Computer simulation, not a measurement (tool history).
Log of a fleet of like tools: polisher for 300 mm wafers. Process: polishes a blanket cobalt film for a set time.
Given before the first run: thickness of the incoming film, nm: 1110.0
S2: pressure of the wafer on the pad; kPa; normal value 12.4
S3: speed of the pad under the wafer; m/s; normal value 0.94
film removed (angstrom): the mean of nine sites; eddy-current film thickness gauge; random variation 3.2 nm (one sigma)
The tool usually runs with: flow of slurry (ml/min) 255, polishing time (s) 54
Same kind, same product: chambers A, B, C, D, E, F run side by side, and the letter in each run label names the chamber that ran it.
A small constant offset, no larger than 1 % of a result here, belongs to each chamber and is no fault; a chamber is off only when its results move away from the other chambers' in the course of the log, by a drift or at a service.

At hour 1.1: chamber D: worn pad replaced by a new one.
At hour 1.2: chamber F: worn pad replaced by a new one.
At hour 6.7: chamber E: worn pad replaced by a new one.
Run 1F, hour 9.3: usual settings. Result: film removed (angstrom) 2139.1.
At hour 11.9: chamber A: worn pad replaced by a new one.
Run 2B, hour 15.9: usual settings. Result: film removed (angstrom) 2227.6.
Run 3E, hour 23.4: usual settings. Result: film removed (angstrom) 2114.3.
Run 4D, hour 29.2: usual settings. Result: film removed (angstrom) 2127.2.
Run 5C, hour 35.9: usual settings. Result: film removed (angstrom) 2128.5.
Run 6A, hour 41.2: usual settings. Result: film removed (angstrom) 2168.4.
Run 7B, hour 46.9: usual settings but S3 1.18 m/s, polishing time (s) 47. Result: film removed (angstrom) 2381.7.
Run 8F, hour 54.2: usual settings but S3 1.18 m/s, polishing time (s) 47. Result: film removed (angstrom) 2379.7.
Run 9E, hour 58.3: usual settings but S3 1.18 m/s, polishing time (s) 47. Result: film removed (angstrom) 2380.8.
Run 10A, hour 66.8: usual settings but S3 1.18 m/s, polishing time (s) 47. Result: film removed (angstrom) 2313.2.
Run 11C, hour 75.9: usual settings but S3 1.18 m/s, polishing time (s) 47. Result: film removed (angstrom) 2441.5.
At hour 78.4: chamber D: worn pad replaced by a new one.
Run 12D, hour 81: usual settings but S3 1.18 m/s, polishing time (s) 47. Result: film removed (angstrom) 2326.9.
At hour 84.9: chamber A: worn pad replaced by a new one.
Run 13D, hour 89.5: usual settings. Result: film removed (angstrom) 2164.1.
At hour 89.7: chamber B: worn pad replaced by a new one.
Run 14A, hour 97.3: usual settings. Result: film removed (angstrom) 2192.
At hour 100.9: chamber F: worn pad replaced by a new one.
Run 15E, hour 106.2: usual settings. Result: film removed (angstrom) 2167.
At hour 106.6: chamber E: worn pad replaced by a new one.
Run 16F, hour 110.9: usual settings. Result: film removed (angstrom) 2209.5.
Run 17B, hour 115.5: usual settings. Result: film removed (angstrom) 2175.4.
Run 18C, hour 121.5: usual settings but polishing time (s) 36. Result: film removed (angstrom) 1407.6.
Run 19D, hour 129.7: usual settings but polishing time (s) 36. Result: film removed (angstrom) 1408.5.
Run 20B, hour 138.1: usual settings but polishing time (s) 36. Result: film removed (angstrom) 1467.4.
Run 21E, hour 146.6: usual settings but polishing time (s) 36. Result: film removed (angstrom) 1465.9.
Run 22A, hour 150.9: usual settings but polishing time (s) 36. Result: film removed (angstrom) 1421.2.
At hour 151.6: chamber D: worn pad replaced by a new one.
At hour 153.7: chamber A: worn pad replaced by a new one.
Run 23F, hour 156.1: usual settings but polishing time (s) 36. Result: film removed (angstrom) 1412.6.
Run 24C, hour 160.7: usual settings. Result: film removed (angstrom) 2096.8.
Run 25D, hour 166.4: usual settings. Result: film removed (angstrom) 2125.1.
Run 26E, hour 175: usual settings. Result: film removed (angstrom) 2179.9.
At hour 177.1: chamber B: worn pad replaced by a new one.
Run 27F, hour 179.8: usual settings. Result: film removed (angstrom) 2136.5.
Run 28A, hour 188.5: usual settings. Result: film removed (angstrom) 2162.2.
At hour 191.5: chamber E: worn pad replaced by a new one.
Run 29B, hour 197.9: usual settings. Result: film removed (angstrom) 2174.2.
At hour 205.1: chamber F: worn pad replaced by a new one.
Run 30C, hour 205.4: usual settings. Result: film removed (angstrom) 2043.8.
At hour 210.2: chamber F: head pressure recalibrated.
Run 31C, hour 213.6: usual settings. Result: film removed (angstrom) 2093.8.
Run 32B, hour 222.5: usual settings. Result: film removed (angstrom) 2198.8.
Run 33D, hour 227.5: usual settings but S2 16.5 kPa, polishing time (s) 69. Result: film removed (angstrom) 3689.1.
At hour 227.6: chamber D: worn pad replaced by a new one.
At hour 229.2: chamber A: worn pad replaced by a new one.
At hour 234.3: chamber B: slurry nozzle cleaned.
Run 34E, hour 235.7: usual settings but S2 16.5 kPa, polishing time (s) 69. Result: film removed (angstrom) 3804.2.
Run 35F, hour 244.4: usual settings but S2 16.5 kPa, polishing time (s) 69. Result: film removed (angstrom) 3748.2.
At hour 252.7: chamber C: slurry nozzle cleaned.
Run 36A, hour 252.8: usual settings but S2 16.5 kPa, polishing time (s) 69. Result: film removed (angstrom) 3734.5.
Run 37E, hour 260.3: usual settings but S2 16.5 kPa, polishing time (s) 69. Result: film removed (angstrom) 3849.3.
Run 38C, hour 268.8: usual settings but S2 16.5 kPa, polishing time (s) 69. Result: film removed (angstrom) 3326.3.
Run 39F, hour 273.2: usual settings but S2 8.3 kPa, polishing time (s) 48. Result: film removed (angstrom) 1280.9.
At hour 277.4: chamber A: slurry nozzle cleaned.
Run 40A, hour 282.2: usual settings but S2 8.3 kPa, polishing time (s) 48. Result: film removed (angstrom) 1265.9.
At hour 285.2: chamber B: worn pad replaced by a new one.
Run 41B, hour 286.9: usual settings but S2 8.3 kPa, polishing time (s) 48. Result: film removed (angstrom) 1266.3.
Run 42D, hour 296.2: usual settings but S2 8.3 kPa, polishing time (s) 48. Result: film removed (angstrom) 1270.
Run 43F, hour 300.4: usual settings but S2 8.3 kPa, polishing time (s) 48. Result: film removed (angstrom) 1224.
Run 44C, hour 307.3: usual settings but S2 8.3 kPa, polishing time (s) 48. Result: film removed (angstrom) 1121.3.

Read the log: is a single chamber off, either drifting away or since a service, is the gauge that measures every chamber drifting, or is nothing wrong beyond small per-chamber offsets? Name any odd chamber and what most likely caused it.

Little by little, chamber C moves away from the other chambers.
Likeliest cause: removal rate lost through wear of the pad, % = 11.3.
It could be hard to tell apart here from: head's pressure below its setpoint, %.

Chamber C could run next with any of the 4 candidate recipes listed below; each alters the usual settings, and their results appear as question marks. Which one brings its results back in line with what the other chambers deliver on the usual settings?
In line means no further than this from the other chambers' mean on the usual settings: film removed (angstrom) 110
Run 45C-1, hour 314: usual settings but polishing time (s) 44. Result: film removed (angstrom) ?.
Run 45C-2, hour 314: usual settings but S3 1.04 m/s. Result: film removed (angstrom) ?.
Run 45C-3, hour 314: usual settings but polishing time (s) 65. Result: film removed (angstrom) ?.
Run 45C-4, hour 314: usual settings but flow of slurry (ml/min) 250, S2 11 kPa. Result: film removed (angstrom) ?.

Mean of the other chambers on the usual settings: film removed (angstrom) 2151.9
  run  film removed (angstrom)
45C-1                   1557.4
45C-2                   2115.8
45C-3                   2300.7
45C-4                   1697.9
45C-2 brings the chamber back in line.

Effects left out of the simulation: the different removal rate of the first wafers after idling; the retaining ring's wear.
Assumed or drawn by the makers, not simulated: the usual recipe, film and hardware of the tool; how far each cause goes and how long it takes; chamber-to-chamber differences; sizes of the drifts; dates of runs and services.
